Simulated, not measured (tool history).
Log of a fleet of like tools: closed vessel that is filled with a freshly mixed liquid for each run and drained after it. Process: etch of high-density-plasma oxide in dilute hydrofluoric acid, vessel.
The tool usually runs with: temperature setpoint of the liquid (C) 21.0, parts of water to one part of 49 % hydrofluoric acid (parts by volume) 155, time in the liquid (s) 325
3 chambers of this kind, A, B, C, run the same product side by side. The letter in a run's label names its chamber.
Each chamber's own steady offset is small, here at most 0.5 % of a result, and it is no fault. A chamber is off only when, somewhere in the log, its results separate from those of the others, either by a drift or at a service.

| run | hour | temperature setpoint of the liquid (C) | parts of water to one part of 49 % hydrofluoric acid (parts by volume) | time in the liquid (s) | read-back film thickness of the high-density-plasma oxide reference wafer, read on the same gauge (nm) | thickness taken off the high-density-plasma oxide on a monitor wafer (Å) |
|---|---|---|---|---|---|---|
| 1A | 4.3 | 21.0 | 155 | 325 | 70.009 | 135.070 |
| 2C | 13.1 | 21.0 | 155 | 325 | 70.007 | 134.820 |
| 3B | 18.1 | 21.0 | 155 | 325 | 70.006 | 134.320 |
| 4B | 25.3 | 21.0 | 155 | 325 | 70.021 | 135.570 |
| 5C | 33.1 | 21.0 | 155 | 325 | 69.979 | 135.800 |
| 6A | 40.2 | 21.0 | 155 | 325 | 70.000 | 136.340 |
| 7B | 47.9 | 21.0 | 155 | 325 | 70.023 | 134.640 |
| 8A | 54.9 | 21.0 | 155 | 325 | 70.007 | 134.540 |
| 9C | 61.0 | 24.5 | 155 | 475 | 70.040 | 227.460 |
| 10A | 65.4 | 24.5 | 155 | 475 | 69.957 | 226.370 |
| 11C | 73.6 | 24.5 | 155 | 475 | 69.991 | 226.250 |
| 12B | 79.4 | 21.0 | 155 | 325 | 69.992 | 134.750 |
| 13B | 84.3 | 21.0 | 155 | 325 | 69.995 | 135.660 |
| 14A | 93.0 | 21.0 | 155 | 325 | 69.990 | 136.900 |
| 15C | 98.9 | 21.0 | 155 | 325 | 69.990 | 135.130 |
| 16C | 105.0 | 21.0 | 155 | 185 | 69.997 | 76.706 |
| 17A | 110.4 | 21.0 | 155 | 185 | 70.021 | 79.229 |
| 18B | 118.1 | 21.0 | 155 | 185 | 69.986 | 76.527 |
| 19C | 126.3 | 21.0 | 155 | 325 | 70.003 | 135.020 |
| 20A | 135.2 | 21.0 | 155 | 325 | 69.981 | 142.880 |
| 21B | 141.6 | 21.0 | 155 | 325 | 70.004 | 134.680 |
| 22C | 145.7 | 21.0 | 155 | 325 | 69.981 | 137.460 |
| 23B | 149.8 | 21.0 | 155 | 325 | 69.977 | 135.620 |
| 24A | 154.4 | 21.0 | 155 | 325 | 69.996 | 142.500 |
| 25C | 162.8 | 21.0 | 155 | 325 | 70.009 | 133.470 |
| 26B | 170.1 | 21.0 | 155 | 325 | 70.025 | 135.770 |

Decide between three cases: one chamber stands off from its peers, the gauge reading all wafers drifts, or nothing is wrong past each chamber's small offset. Where a chamber is off, say which and what most likely put it there.

Chamber A drifts away from the others.
What lies behind it: hydrofluoric acid flow above the setpoint (%) = 6.8.
It could be hard to tell apart here from: liquid hotter than its thermometer reads (K).

Here are 4 candidates for chamber A's next run, each the usual settings with a change, their results left as question marks. Which one brings its results back in line with what the others give on the usual settings?
In line means no further than this from the other chambers' mean on the usual settings: thickness taken off the high-density-plasma oxide on a monitor wafer (Å) 3.800
| 27A-1 | 176.6 | 21.0 | 155 | 320 |  | ? |
| 27A-2 | 176.6 | 19.0 | 155 | 325 |  | ? |
| 27A-3 | 176.6 | 21.0 | 155 | 330 |  | ? |
| 27A-4 | 176.6 | 21.0 | 145 | 325 |  | ? |

Other chambers, usual settings, mean: thickness taken off the high-density-plasma oxide on a monitor wafer (Å) 134.820
| run | thickness taken off the high-density-plasma oxide on a monitor wafer (Å) |
|---|---|
| 27A-1 | 143.420 |
| 27A-2 | 134.480 |
| 27A-3 | 147.900 |
| 27A-4 | 157.290 |
With 27A-2, the chamber falls back in line with the rest.
